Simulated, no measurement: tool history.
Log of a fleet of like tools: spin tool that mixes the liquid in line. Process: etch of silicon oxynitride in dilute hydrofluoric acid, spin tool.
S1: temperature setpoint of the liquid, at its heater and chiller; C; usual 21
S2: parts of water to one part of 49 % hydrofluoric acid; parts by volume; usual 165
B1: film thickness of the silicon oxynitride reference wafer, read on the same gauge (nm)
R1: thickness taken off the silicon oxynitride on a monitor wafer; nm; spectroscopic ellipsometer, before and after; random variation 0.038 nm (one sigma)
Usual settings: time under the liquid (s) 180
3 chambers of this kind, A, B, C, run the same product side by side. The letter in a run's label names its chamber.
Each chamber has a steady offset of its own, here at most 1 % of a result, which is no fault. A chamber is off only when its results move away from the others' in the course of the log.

run 1B hour=3.4 | S1=21 S2=165 time_under_the_liquid_(s)=180 | B1=50.002 | R1=4.3382
run 2A hour=8.6 | S1=21 S2=165 time_under_the_liquid_(s)=180 | B1=50.007 | R1=4.2994
-- hour=8.8 chamber B: hydrofluoric acid flow meter replaced
run 3C hour=15.6 | S1=21 S2=165 time_under_the_liquid_(s)=180 | B1=49.996 | R1=4.3345
run 4A hour=19.9 | S1=21 S2=165 time_under_the_liquid_(s)=180 | B1=49.997 | R1=4.2929
run 5B hour=23.3 | S1=21 S2=165 time_under_the_liquid_(s)=180 | B1=50.008 | R1=4.2526
run 6C hour=27.9 | S1=21 S2=165 time_under_the_liquid_(s)=180 | B1=50.002 | R1=4.3812
run 7A hour=35 | S1=21 S2=165 time_under_the_liquid_(s)=180 | B1=49.969 | R1=4.3162
run 8C hour=42.1 | S1=21 S2=165 time_under_the_liquid_(s)=180 | B1=49.969 | R1=4.3083
run 9B hour=45.9 | S1=21 S2=165 time_under_the_liquid_(s)=180 | B1=49.996 | R1=4.294
run 10C hour=52.1 | S1=21 S2=165 time_under_the_liquid_(s)=180 | B1=49.982 | R1=4.2413
run 11B hour=55.9 | S1=21 S2=165 time_under_the_liquid_(s)=180 | B1=50.012 | R1=4.3104
run 12A hour=62.1 | S1=21 S2=165 time_under_the_liquid_(s)=180 | B1=50.002 | R1=4.2878
run 13B hour=68.5 | S1=21 S2=165 time_under_the_liquid_(s)=180 | B1=50.011 | R1=4.2823
run 14C hour=74.5 | S1=21 S2=165 time_under_the_liquid_(s)=180 | B1=50.001 | R1=4.3695
-- hour=78.3 chamber C: hydrofluoric acid flow meter replaced
run 15A hour=80.3 | S1=21 S2=165 time_under_the_liquid_(s)=180 | B1=49.996 | R1=4.3163
run 16C hour=85.6 | S1=21 S2=165 time_under_the_liquid_(s)=220 | B1=49.994 | R1=5.3198
run 17A hour=89.5 | S1=21 S2=165 time_under_the_liquid_(s)=220 | B1=49.995 | R1=5.256
run 18B hour=94.5 | S1=21 S2=165 time_under_the_liquid_(s)=220 | B1=50.018 | R1=5.2904
run 19C hour=100.6 | S1=21 S2=165 time_under_the_liquid_(s)=180 | B1=50.009 | R1=4.3641
run 20A hour=104.2 | S1=24 S2=165 time_under_the_liquid_(s)=180 | B1=50.006 | R1=4.9522
run 21B hour=109.4 | S1=24 S2=165 time_under_the_liquid_(s)=180 | B1=50.006 | R1=4.9894
run 22B hour=112.6 | S1=24 S2=165 time_under_the_liquid_(s)=180 | B1=50.014 | R1=4.9505
run 23C hour=116.4 | S1=21 S2=165 time_under_the_liquid_(s)=180 | B1=49.987 | R1=4.3972
run 24A hour=123.2 | S1=21 S2=165 time_under_the_liquid_(s)=180 | B1=50.003 | R1=4.3282
run 25A hour=129.9 | S1=21 S2=165 time_under_the_liquid_(s)=180 | B1=49.99 | R1=4.307
run 26B hour=134.6 | S1=21 S2=165 time_under_the_liquid_(s)=180 | B1=49.998 | R1=4.3676
run 27C hour=139.1 | S1=18.5 S2=165 time_under_the_liquid_(s)=180 | B1=50.002 | R1=3.858
run 28B hour=144.9 | S1=18.5 S2=165 time_under_the_liquid_(s)=180 | B1=49.976 | R1=3.8076
run 29A hour=149.4 | S1=18.5 S2=165 time_under_the_liquid_(s)=180 | B1=49.997 | R1=3.8012
run 30C hour=155.7 | S1=21 S2=165 time_under_the_liquid_(s)=180 | B1=49.984 | R1=4.3499
run 31A hour=160.4 | S1=21 S2=230 time_under_the_liquid_(s)=120 | B1=49.984 | R1=1.9648
run 32B hour=166.8 | S1=21 S2=230 time_under_the_liquid_(s)=120 | B1=50.023 | R1=1.9925
run 33C hour=170.8 | S1=21 S2=230 time_under_the_liquid_(s)=120 | B1=50.001 | R1=1.9466
run 34A hour=174.9 | S1=21 S2=165 time_under_the_liquid_(s)=180 | B1=49.982 | R1=4.2725
run 35C hour=179.2 | S1=25.5 S2=100 time_under_the_liquid_(s)=180 | B1=50.026 | R1=9.2844
run 36B hour=185.5 | S1=25.5 S2=100 time_under_the_liquid_(s)=180 | B1=49.998 | R1=9.07
run 37A hour=191.3 | S1=25.5 S2=100 time_under_the_liquid_(s)=180 | B1=50.005 | R1=9.1428
run 38C hour=197 | S1=21 S2=165 time_under_the_liquid_(s)=180 | B1=50 | R1=4.3436
run 39B hour=200.9 | S1=21 S2=165 time_under_the_liquid_(s)=180 | B1=49.979 | R1=4.3187
run 40B hour=205.7 | S1=21 S2=165 time_under_the_liquid_(s)=180 | B1=49.985 | R1=4.3828
run 41A hour=210.3 | S1=21 S2=165 time_under_the_liquid_(s)=180 | B1=49.988 | R1=4.3425

Is one chamber off against the others, does the gauge drift, or is nothing wrong? If a chamber is off, say which, and what the likeliest cause is.

No chamber stands off beyond its own small offset, and the gauge holds steady.
